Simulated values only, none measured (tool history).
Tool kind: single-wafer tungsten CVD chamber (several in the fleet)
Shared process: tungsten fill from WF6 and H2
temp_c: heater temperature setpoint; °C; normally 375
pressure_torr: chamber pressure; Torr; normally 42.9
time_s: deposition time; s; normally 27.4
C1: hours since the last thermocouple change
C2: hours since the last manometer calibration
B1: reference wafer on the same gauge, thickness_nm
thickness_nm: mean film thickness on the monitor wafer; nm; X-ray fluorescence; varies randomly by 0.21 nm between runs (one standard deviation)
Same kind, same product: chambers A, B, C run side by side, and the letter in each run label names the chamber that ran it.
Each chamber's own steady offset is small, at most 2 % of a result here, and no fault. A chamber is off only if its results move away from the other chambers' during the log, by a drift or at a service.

Run 1A, hour 12.4: usual settings; C1 798.9; C2 884.4; B1 49.920. Result: thickness_nm 57.832 nm.
Run 2B, hour 22.5: usual settings; C1 369.9; C2 470.2; B1 49.873. Result: thickness_nm 56.813 nm.
Run 3C, hour 35.3: usual settings; C1 89.4; C2 2144.1; B1 49.901. Result: thickness_nm 57.929 nm.
Run 4C, hour 47.4: usual settings; C1 101.5; C2 2156.2; B1 49.889. Result: thickness_nm 57.745 nm.
Run 5A, hour 62.9: usual settings; C1 849.4; C2 934.9; B1 49.871. Result: thickness_nm 57.764 nm.
Run 6B, hour 78.2: usual settings; C1 425.6; C2 525.9; B1 49.878. Result: thickness_nm 57.058 nm.
Run 7C, hour 92.3: usual settings; C1 146.4; C2 2201.1; B1 49.874. Result: thickness_nm 57.860 nm.
Run 8B, hour 102.4: usual settings; C1 449.8; C2 550.1; B1 49.920. Result: thickness_nm 56.947 nm.
Run 9A, hour 115.4: usual settings; C1 901.9; C2 987.4; B1 49.935. Result: thickness_nm 57.341 nm.
Run 10A, hour 131.3: usual settings but pressure_torr 50.7 Torr, time_s 29.5 s; C1 917.8; C2 1003.3; B1 49.896. Result: thickness_nm 66.905 nm.
Run 11C, hour 147.0: usual settings but pressure_torr 50.7 Torr, time_s 29.5 s; C1 201.1; C2 2255.8; B1 49.908. Result: thickness_nm 66.813 nm.
Run 12B, hour 161.2: usual settings but pressure_torr 50.7 Torr, time_s 29.5 s; C1 508.6; C2 608.9; B1 49.869. Result: thickness_nm 66.251 nm.
Run 13A, hour 172.9: usual settings; C1 959.4; C2 1044.9; B1 49.929. Result: thickness_nm 57.139 nm.
Run 14B, hour 187.8: usual settings; C1 535.2; C2 635.5; B1 49.904. Result: thickness_nm 56.873 nm.
Run 15C, hour 198.5: usual settings; C1 252.6; C2 2307.3; B1 49.893. Result: thickness_nm 57.608 nm.
Run 16A, hour 209.2: usual settings; C1 995.7; C2 1081.2; B1 49.881. Result: thickness_nm 56.203 nm.
Run 17B, hour 218.9: usual settings; C1 566.3; C2 666.6; B1 49.936. Result: thickness_nm 56.826 nm.
Run 18C, hour 230.6: usual settings; C1 284.7; C2 2339.4; B1 49.893. Result: thickness_nm 58.106 nm.
Run 19C, hour 243.2: usual settings; C1 297.3; C2 2352.0; B1 49.899. Result: thickness_nm 57.654 nm.
Run 20B, hour 256.6: usual settings but temp_c 389 °C, time_s 25.7 s; C1 604.0; C2 704.3; B1 49.894. Result: thickness_nm 70.877 nm.
Run 21A, hour 264.3: usual settings but temp_c 389 °C, time_s 25.7 s; C1 1050.8; C2 1136.3; B1 49.859. Result: thickness_nm 69.198 nm.
At hour 273.2: chamber C: capacitance manometer re-zeroed and calibrated.
Run 22A, hour 276.6: usual settings but temp_c 389 °C, time_s 25.7 s; C1 1063.1; C2 1148.6; B1 49.858. Result: thickness_nm 69.534 nm.
Run 23B, hour 286.2: usual settings but time_s 25.7 s; C1 633.6; C2 733.9; B1 49.854. Result: thickness_nm 53.447 nm.
Run 24C, hour 296.1: usual settings but time_s 25.7 s; C1 350.2; C2 23.0; B1 49.856. Result: thickness_nm 53.987 nm.
Run 25B, hour 311.8: usual settings but time_s 25.7 s; C1 659.2; C2 759.5; B1 49.919. Result: thickness_nm 53.425 nm.
Run 26C, hour 318.9: usual settings but pressure_torr 34.8 Torr; C1 373.0; C2 45.8; B1 49.885. Result: thickness_nm 52.453 nm.
Run 27A, hour 326.3: usual settings but pressure_torr 34.8 Torr; C1 1112.8; C2 1198.3; B1 49.957. Result: thickness_nm 50.399 nm.
Run 28B, hour 338.0: usual settings but pressure_torr 34.8 Torr; C1 685.4; C2 785.7; B1 49.906. Result: thickness_nm 51.486 nm.
Run 29A, hour 352.1: usual settings; C1 1138.6; C2 1224.1; B1 49.939. Result: thickness_nm 55.165 nm.
Run 30C, hour 366.0: usual settings; C1 420.1; C2 92.9; B1 49.928. Result: thickness_nm 57.608 nm.
Run 31C, hour 373.0: usual settings; C1 427.1; C2 99.9; B1 49.894. Result: thickness_nm 57.791 nm.

Each of the 3 chambers runs these same settings next. Fill in every chamber's results:
Run 32A, hour 384.4: usual settings. Result: thickness_nm ?.
Run 32B, hour 384.4: usual settings. Result: thickness_nm ?.
Run 32C, hour 384.4: usual settings. Result: thickness_nm ?.

run  thickness_nm
32A        54.617
32B        57.136
32C        57.466
